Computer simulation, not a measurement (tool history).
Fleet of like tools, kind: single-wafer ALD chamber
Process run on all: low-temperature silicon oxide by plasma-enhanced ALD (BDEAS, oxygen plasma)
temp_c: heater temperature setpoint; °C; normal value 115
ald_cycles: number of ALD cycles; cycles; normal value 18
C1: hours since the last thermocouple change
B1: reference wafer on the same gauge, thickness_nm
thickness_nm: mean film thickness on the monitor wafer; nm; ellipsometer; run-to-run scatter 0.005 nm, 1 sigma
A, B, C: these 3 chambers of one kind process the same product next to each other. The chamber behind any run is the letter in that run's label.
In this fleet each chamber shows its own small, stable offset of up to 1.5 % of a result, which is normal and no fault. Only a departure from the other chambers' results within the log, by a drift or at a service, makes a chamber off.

run 1B day=0.512 | temp_c=115 ald_cycles=18 | C1=1758.6 | B1=2.7507 | thickness_nm=2.5268
run 2A day=0.954 | temp_c=115 ald_cycles=18 | C1=144.3 | B1=2.7502 | thickness_nm=2.529
run 3C day=1.483 | temp_c=115 ald_cycles=18 | C1=1633.8 | B1=2.7503 | thickness_nm=2.4988
run 4A day=2.004 | temp_c=115 ald_cycles=18 | C1=169.5 | B1=2.75 | thickness_nm=2.5358
run 5C day=2.521 | temp_c=115 ald_cycles=18 | C1=1658.7 | B1=2.7511 | thickness_nm=2.4888
run 6B day=2.954 | temp_c=115 ald_cycles=18 | C1=1817.2 | B1=2.7486 | thickness_nm=2.5238
run 7A day=3.4 | temp_c=115 ald_cycles=15 | C1=203 | B1=2.7494 | thickness_nm=2.1111
run 8B day=3.829 | temp_c=115 ald_cycles=15 | C1=1838.2 | B1=2.7495 | thickness_nm=2.1097
run 9C day=4.192 | temp_c=115 ald_cycles=15 | C1=1698.8 | B1=2.7492 | thickness_nm=2.0731
run 10A day=4.562 | temp_c=115 ald_cycles=18 | C1=230.9 | B1=2.7517 | thickness_nm=2.5251
run 11C day=4.883 | temp_c=115 ald_cycles=18 | C1=1715.4 | B1=2.7503 | thickness_nm=2.4885
run 12B day=5.35 | temp_c=115 ald_cycles=18 | C1=1874.7 | B1=2.751 | thickness_nm=2.537
run 13B day=5.742 | temp_c=115 ald_cycles=18 | C1=1884.1 | B1=2.749 | thickness_nm=2.5204
run 14C day=6.208 | temp_c=115 ald_cycles=18 | C1=1747.2 | B1=2.7484 | thickness_nm=2.4838
run 15A day=6.725 | temp_c=115 ald_cycles=18 | C1=282.8 | B1=2.7498 | thickness_nm=2.5273
run 16A day=7.021 | temp_c=115 ald_cycles=15 | C1=289.9 | B1=2.7501 | thickness_nm=2.1136
run 17B day=7.279 | temp_c=115 ald_cycles=15 | C1=1921 | B1=2.7509 | thickness_nm=2.1046
run 18C day=7.592 | temp_c=115 ald_cycles=15 | C1=1780.4 | B1=2.7504 | thickness_nm=2.0732
run 19A day=8.004 | temp_c=115 ald_cycles=18 | C1=313.5 | B1=2.7497 | thickness_nm=2.5214
run 20B day=8.279 | temp_c=115 ald_cycles=18 | C1=1945 | B1=2.7493 | thickness_nm=2.526
run 21C day=8.708 | temp_c=115 ald_cycles=18 | C1=1807.2 | B1=2.7502 | thickness_nm=2.4891
run 22C day=9.046 | temp_c=102 ald_cycles=15 | C1=1815.3 | B1=2.7498 | thickness_nm=2.1221
run 23B day=9.442 | temp_c=102 ald_cycles=15 | C1=1972.9 | B1=2.7492 | thickness_nm=2.1632
run 24A day=9.717 | temp_c=102 ald_cycles=15 | C1=354.6 | B1=2.7484 | thickness_nm=2.1549
run 25B day=10.088 | temp_c=115 ald_cycles=18 | C1=1988.4 | B1=2.7492 | thickness_nm=2.5282
run 26C day=10.638 | temp_c=115 ald_cycles=18 | C1=1853.5 | B1=2.7501 | thickness_nm=2.4937
run 27A day=11.017 | temp_c=115 ald_cycles=18 | C1=385.8 | B1=2.7497 | thickness_nm=2.5307
run 28B day=11.454 | temp_c=115 ald_cycles=18 | C1=2021.2 | B1=2.7499 | thickness_nm=2.5298
run 29C day=11.883 | temp_c=115 ald_cycles=18 | C1=1883.4 | B1=2.7501 | thickness_nm=2.4788
run 30A day=12.321 | temp_c=115 ald_cycles=18 | C1=417.1 | B1=2.7499 | thickness_nm=2.5318
run 31A day=12.621 | temp_c=115 ald_cycles=18 | C1=424.3 | B1=2.7491 | thickness_nm=2.5328
run 32C day=12.933 | temp_c=115 ald_cycles=18 | C1=1908.6 | B1=2.7506 | thickness_nm=2.4794
run 33B day=13.288 | temp_c=115 ald_cycles=18 | C1=2065.2 | B1=2.7503 | thickness_nm=2.5274
run 34B day=13.6 | temp_c=115 ald_cycles=18 | C1=2072.7 | B1=2.7493 | thickness_nm=2.517
run 35C day=13.858 | temp_c=115 ald_cycles=18 | C1=1930.8 | B1=2.7495 | thickness_nm=2.4828
run 36A day=14.154 | temp_c=109 ald_cycles=17 | C1=461.1 | B1=2.7506 | thickness_nm=2.4176
run 37B day=14.704 | temp_c=109 ald_cycles=17 | C1=2099.2 | B1=2.7492 | thickness_nm=2.4027

Has any chamber moved away from the others, gradually or after a service, or does the common gauge drift, or do the chambers differ only by their own small steady offsets? State the chamber and the most likely cause if one applies.

No chamber is off and the gauge is stable; the differences are just each chamber's small, constant offset.
